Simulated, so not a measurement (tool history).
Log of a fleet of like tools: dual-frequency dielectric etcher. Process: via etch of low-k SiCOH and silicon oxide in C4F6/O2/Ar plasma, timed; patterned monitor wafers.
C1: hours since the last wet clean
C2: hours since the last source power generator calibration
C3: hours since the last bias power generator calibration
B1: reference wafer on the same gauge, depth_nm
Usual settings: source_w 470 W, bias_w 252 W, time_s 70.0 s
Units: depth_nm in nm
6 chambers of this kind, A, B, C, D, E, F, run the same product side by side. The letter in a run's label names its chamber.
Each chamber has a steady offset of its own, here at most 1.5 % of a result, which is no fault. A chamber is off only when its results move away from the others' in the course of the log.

Run 1D, hour 3.5: usual settings; C1 494.8; C2 1521.2; C3 1581.1; B1 197.03. Result: depth_nm 234.45 nm.
Run 2B, hour 7.8: usual settings; C1 329.1; C2 2566.4; C3 1519.6; B1 197.02. Result: depth_nm 230.20 nm.
At hour 13.4: chamber D: wet clean of the chamber.
Run 3C, hour 14.2: usual settings; C1 322.9; C2 377.0; C3 2098.0; B1 197.24. Result: depth_nm 228.65 nm.
Run 4F, hour 17.2: usual settings; C1 475.2; C2 1926.4; C3 1321.6; B1 197.07. Result: depth_nm 232.47 nm.
Run 5E, hour 23.4: usual settings; C1 221.3; C2 1176.6; C3 4735.1; B1 197.15. Result: depth_nm 233.00 nm.
At hour 24.2: chamber F: wet clean of the chamber.
At hour 24.3: chamber A: wet clean of the chamber.
Run 6A, hour 29.3: usual settings but time_s 90.0 s; C1 5.1; C2 1476.4; C3 195.4; B1 196.89. Result: depth_nm 296.92 nm.
Run 7C, hour 35.6: usual settings but time_s 90.0 s; C1 344.3; C2 398.4; C3 2119.4; B1 197.12. Result: depth_nm 296.79 nm.
Run 8F, hour 40.6: usual settings but time_s 90.0 s; C1 16.5; C2 1949.8; C3 1345.0; B1 196.96. Result: depth_nm 299.50 nm.
Run 9A, hour 44.2: usual settings but time_s 90.0 s; C1 20.0; C2 1491.3; C3 210.3; B1 196.93. Result: depth_nm 297.11 nm.
Run 10E, hour 50.4: usual settings but time_s 90.0 s; C1 248.3; C2 1203.6; C3 4762.1; B1 196.96. Result: depth_nm 299.80 nm.
Run 11B, hour 55.8: usual settings but time_s 90.0 s; C1 377.1; C2 2614.4; C3 1567.6; B1 196.88. Result: depth_nm 297.16 nm.
Run 12D, hour 59.2: usual settings; C1 45.9; C2 1576.9; C3 1636.8; B1 196.98. Result: depth_nm 233.82 nm.
Run 13D, hour 64.5: usual settings; C1 51.2; C2 1582.2; C3 1642.1; B1 197.09. Result: depth_nm 232.81 nm.
Run 14C, hour 69.6: usual settings; C1 378.3; C2 432.4; C3 2153.4; B1 196.99. Result: depth_nm 230.97 nm.
Run 15A, hour 75.3: usual settings; C1 51.1; C2 1522.4; C3 241.4; B1 196.99. Result: depth_nm 230.48 nm.
Run 16F, hour 78.5: usual settings but source_w 510 W, time_s 56.0 s; C1 54.4; C2 1987.7; C3 1382.9; B1 197.06. Result: depth_nm 193.74 nm.
Run 17B, hour 85.3: usual settings but source_w 510 W, time_s 56.0 s; C1 406.6; C2 2643.9; C3 1597.1; B1 197.02. Result: depth_nm 191.52 nm.
Run 18E, hour 90.3: usual settings but source_w 510 W, time_s 56.0 s; C1 288.2; C2 1243.5; C3 4802.0; B1 196.90. Result: depth_nm 192.69 nm.
Run 19A, hour 94.0: usual settings but source_w 510 W, time_s 56.0 s; C1 69.8; C2 1541.1; C3 260.1; B1 197.09. Result: depth_nm 189.39 nm.
Run 20F, hour 100.5: usual settings but source_w 510 W, time_s 56.0 s; C1 76.4; C2 2009.7; C3 1404.9; B1 196.86. Result: depth_nm 193.06 nm.
At hour 103.0: chamber C: wet clean of the chamber.
Run 21B, hour 105.0: usual settings but source_w 510 W, time_s 56.0 s; C1 426.3; C2 2663.6; C3 1616.8; B1 197.12. Result: depth_nm 191.00 nm.
Run 22E, hour 110.1: usual settings; C1 308.0; C2 1263.3; C3 4821.8; B1 196.92. Result: depth_nm 233.02 nm.
Run 23C, hour 113.3: usual settings; C1 10.4; C2 476.1; C3 2197.1; B1 196.99. Result: depth_nm 242.46 nm.
Run 24D, hour 118.6: usual settings; C1 105.3; C2 1636.3; C3 1696.2; B1 197.15. Result: depth_nm 233.26 nm.
Run 25D, hour 125.0: usual settings; C1 111.7; C2 1642.7; C3 1702.6; B1 197.28. Result: depth_nm 234.66 nm.
Run 26E, hour 128.8: usual settings; C1 326.7; C2 1282.0; C3 4840.5; B1 197.13. Result: depth_nm 234.34 nm.
Run 27F, hour 132.1: usual settings; C1 108.0; C2 2041.3; C3 1436.5; B1 197.25. Result: depth_nm 235.19 nm.
At hour 134.2: chamber D: source power generator calibrated.
Run 28C, hour 135.3: usual settings; C1 32.4; C2 498.1; C3 2219.1; B1 197.14. Result: depth_nm 241.46 nm.
Run 29B, hour 142.0: usual settings; C1 463.3; C2 2700.6; C3 1653.8; B1 197.03. Result: depth_nm 230.97 nm.
Run 30A, hour 148.7: usual settings; C1 124.5; C2 1595.8; C3 314.8; B1 196.96. Result: depth_nm 230.62 nm.
At hour 151.4: chamber E: wet clean of the chamber.
Run 31F, hour 155.1: usual settings; C1 131.0; C2 2064.3; C3 1459.5; B1 196.96. Result: depth_nm 234.32 nm.
Run 32E, hour 160.4: usual settings but time_s 79.0 s; C1 9.0; C2 1313.6; C3 4872.1; B1 197.27. Result: depth_nm 261.51 nm.
Run 33B, hour 163.7: usual settings but time_s 79.0 s; C1 485.0; C2 2722.3; C3 1675.5; B1 196.90. Result: depth_nm 260.73 nm.
Run 34C, hour 166.8: usual settings but time_s 79.0 s; C1 63.9; C2 529.6; C3 2250.6; B1 197.27. Result: depth_nm 273.53 nm.
Run 35A, hour 173.6: usual settings but time_s 79.0 s; C1 149.4; C2 1620.7; C3 339.7; B1 197.09. Result: depth_nm 259.01 nm.
Run 36D, hour 178.4: usual settings but time_s 79.0 s; C1 165.1; C2 44.3; C3 1756.0; B1 196.94. Result: depth_nm 265.04 nm.
Run 37A, hour 184.0: usual settings but time_s 79.0 s; C1 159.8; C2 1631.1; C3 350.1; B1 196.91. Result: depth_nm 259.96 nm.
Run 38C, hour 189.9: usual settings; C1 87.0; C2 552.7; C3 2273.7; B1 197.11. Result: depth_nm 242.53 nm.
Run 39B, hour 193.9: usual settings but bias_w 279 W; C1 515.2; C2 2752.5; C3 1705.7; B1 196.92. Result: depth_nm 239.21 nm.

What goes on in this fleet: one chamber off, a drifting gauge, or nothing beyond the chambers' own small offsets? Name the chamber and the cause, if any.

A service left chamber C off against the others.
Cause: etch rate over this chamber's usual, % = 4.76.

Here are 4 candidates for chamber C's next run, each the usual settings with a change, their results left as question marks. Which one brings its results back in line with what the others give on the usual settings?
In line means no further than this from the other chambers' mean on the usual settings: depth_nm 3.20 nm
Run 40C-1, hour 198.8: usual settings but source_w 480 W, bias_w 256 W, time_s 75.0 s. Result: depth_nm ?.
Run 40C-2, hour 198.8: usual settings but bias_w 254 W, time_s 72.5 s. Result: depth_nm ?.
Run 40C-3, hour 198.8: usual settings but bias_w 222 W. Result: depth_nm ?.
Run 40C-4, hour 198.8: usual settings but source_w 460 W, time_s 64.5 s. Result: depth_nm ?.

The other chambers' mean on the usual settings: depth_nm 232.31 nm
  run  depth_nm
40C-1    262.50
40C-2    251.09
40C-3    232.04
40C-4    221.00
40C-3 brings the chamber back in line.
